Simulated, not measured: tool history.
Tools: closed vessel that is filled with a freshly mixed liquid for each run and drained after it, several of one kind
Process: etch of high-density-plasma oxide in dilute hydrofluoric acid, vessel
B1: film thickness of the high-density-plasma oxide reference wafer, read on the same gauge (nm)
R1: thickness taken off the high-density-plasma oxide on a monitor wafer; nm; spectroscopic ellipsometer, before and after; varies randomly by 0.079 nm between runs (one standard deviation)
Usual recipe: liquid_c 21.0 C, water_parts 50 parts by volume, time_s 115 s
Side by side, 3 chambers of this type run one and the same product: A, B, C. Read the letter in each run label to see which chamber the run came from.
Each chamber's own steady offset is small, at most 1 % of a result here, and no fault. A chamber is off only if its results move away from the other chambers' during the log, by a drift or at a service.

{"run": "1B", "hour": 10.8, "liquid_c": 21.0, "water_parts": 50, "time_s": 115, "B1": 70.02, "R1": 15.365}
{"run": "2A", "hour": 17.3, "liquid_c": 21.0, "water_parts": 50, "time_s": 115, "B1": 70.031, "R1": 15.338}
{"run": "3C", "hour": 25.3, "liquid_c": 21.0, "water_parts": 50, "time_s": 115, "B1": 69.976, "R1": 15.448}
{"run": "4C", "hour": 32.7, "liquid_c": 21.0, "water_parts": 50, "time_s": 115, "B1": 70.02, "R1": 15.417}
{"run": "5B", "hour": 38.3, "liquid_c": 21.0, "water_parts": 50, "time_s": 115, "B1": 70.017, "R1": 15.343}
{"run": "6A", "hour": 50.6, "liquid_c": 21.0, "water_parts": 50, "time_s": 115, "B1": 69.996, "R1": 15.282}
{"run": "7A", "hour": 60.4, "liquid_c": 21.0, "water_parts": 50, "time_s": 115, "B1": 70.007, "R1": 15.322}
{"run": "8B", "hour": 72.0, "liquid_c": 21.0, "water_parts": 50, "time_s": 115, "B1": 69.981, "R1": 15.425}
{"run": "9C", "hour": 79.4, "liquid_c": 21.0, "water_parts": 50, "time_s": 115, "B1": 70.015, "R1": 15.321}
{"run": "10A", "hour": 86.4, "liquid_c": 21.0, "water_parts": 50, "time_s": 115, "B1": 70.012, "R1": 15.168}
{"run": "11C", "hour": 98.8, "liquid_c": 21.0, "water_parts": 35, "time_s": 180, "B1": 69.985, "R1": 35.163}
{"run": "12B", "hour": 106.5, "liquid_c": 21.0, "water_parts": 35, "time_s": 180, "B1": 70.0, "R1": 35.125}
{"run": "13A", "hour": 119.1, "liquid_c": 21.0, "water_parts": 35, "time_s": 180, "B1": 69.979, "R1": 34.907}
{"run": "14B", "hour": 127.3, "liquid_c": 21.0, "water_parts": 50, "time_s": 115, "B1": 69.976, "R1": 15.279}
{"run": "15C", "hour": 137.7, "liquid_c": 21.0, "water_parts": 50, "time_s": 115, "B1": 70.01, "R1": 15.334}
{"run": "16C", "hour": 145.9, "liquid_c": 21.0, "water_parts": 50, "time_s": 115, "B1": 69.983, "R1": 15.233}
{"run": "17A", "hour": 153.9, "liquid_c": 21.0, "water_parts": 50, "time_s": 115, "B1": 70.038, "R1": 15.437}
{"run": "18B", "hour": 163.7, "liquid_c": 21.0, "water_parts": 30, "time_s": 90, "B1": 69.985, "R1": 20.994}
{"run": "19A", "hour": 173.1, "liquid_c": 21.0, "water_parts": 30, "time_s": 90, "B1": 70.003, "R1": 20.716}
{"run": "20C", "hour": 179.6, "liquid_c": 21.0, "water_parts": 30, "time_s": 90, "B1": 70.007, "R1": 20.768}
{"run": "21B", "hour": 186.4, "liquid_c": 21.0, "water_parts": 50, "time_s": 115, "B1": 69.994, "R1": 15.628}
{"run": "22B", "hour": 198.6, "liquid_c": 21.0, "water_parts": 50, "time_s": 115, "B1": 70.005, "R1": 15.668}
{"run": "23C", "hour": 206.4, "liquid_c": 21.0, "water_parts": 50, "time_s": 115, "B1": 69.989, "R1": 15.447}
{"run": "24A", "hour": 214.3, "liquid_c": 21.0, "water_parts": 50, "time_s": 115, "B1": 70.011, "R1": 15.134}
{"run": "25A", "hour": 224.1, "liquid_c": 21.0, "water_parts": 50, "time_s": 115, "B1": 69.964, "R1": 15.305}
{"run": "26C", "hour": 233.0, "liquid_c": 21.0, "water_parts": 50, "time_s": 115, "B1": 70.002, "R1": 15.427}
{"run": "27B", "hour": 239.9, "liquid_c": 21.0, "water_parts": 50, "time_s": 115, "B1": 69.964, "R1": 15.941}
{"hour": 246.9, "done": "chamber B: hydrofluoric acid flow meter replaced"}
{"run": "28C", "hour": 252.7, "liquid_c": 21.0, "water_parts": 50, "time_s": 115, "B1": 70.01, "R1": 15.379}
{"run": "29A", "hour": 260.2, "liquid_c": 21.0, "water_parts": 50, "time_s": 115, "B1": 70.001, "R1": 15.3}
{"run": "30B", "hour": 273.1, "liquid_c": 21.0, "water_parts": 50, "time_s": 115, "B1": 70.014, "R1": 15.957}
{"run": "31B", "hour": 284.6, "liquid_c": 21.0, "water_parts": 50, "time_s": 115, "B1": 69.992, "R1": 16.056}
{"run": "32C", "hour": 292.8, "liquid_c": 22.5, "water_parts": 40, "time_s": 115, "B1": 69.987, "R1": 20.869}
{"run": "33A", "hour": 304.5, "liquid_c": 22.5, "water_parts": 40, "time_s": 115, "B1": 70.017, "R1": 20.789}
{"run": "34C", "hour": 314.0, "liquid_c": 22.5, "water_parts": 40, "time_s": 115, "B1": 70.004, "R1": 20.853}
{"run": "35B", "hour": 320.1, "liquid_c": 21.0, "water_parts": 50, "time_s": 115, "B1": 69.983, "R1": 16.268}
{"run": "36A", "hour": 331.6, "liquid_c": 21.0, "water_parts": 50, "time_s": 115, "B1": 70.007, "R1": 15.259}
{"run": "37A", "hour": 340.2, "liquid_c": 21.0, "water_parts": 50, "time_s": 115, "B1": 70.003, "R1": 15.384}
{"run": "38C", "hour": 353.0, "liquid_c": 21.0, "water_parts": 50, "time_s": 115, "B1": 69.996, "R1": 15.484}
{"run": "39B", "hour": 363.7, "liquid_c": 21.0, "water_parts": 50, "time_s": 115, "B1": 70.004, "R1": 16.29}
{"run": "40B", "hour": 373.5, "liquid_c": 21.0, "water_parts": 50, "time_s": 115, "B1": 70.013, "R1": 16.319}

For the next run the whole fleet of 3 chambers uses the same settings. Give each chamber's results:
{"run": "41A", "hour": 382.8, "liquid_c": 21.0, "water_parts": 65, "time_s": 115, "R1": "?"}
{"run": "41B", "hour": 382.8, "liquid_c": 21.0, "water_parts": 65, "time_s": 115, "R1": "?"}
{"run": "41C", "hour": 382.8, "liquid_c": 21.0, "water_parts": 65, "time_s": 115, "R1": "?"}

run=41A R1=11.471
run=41B R1=12.342
run=41C R1=11.619

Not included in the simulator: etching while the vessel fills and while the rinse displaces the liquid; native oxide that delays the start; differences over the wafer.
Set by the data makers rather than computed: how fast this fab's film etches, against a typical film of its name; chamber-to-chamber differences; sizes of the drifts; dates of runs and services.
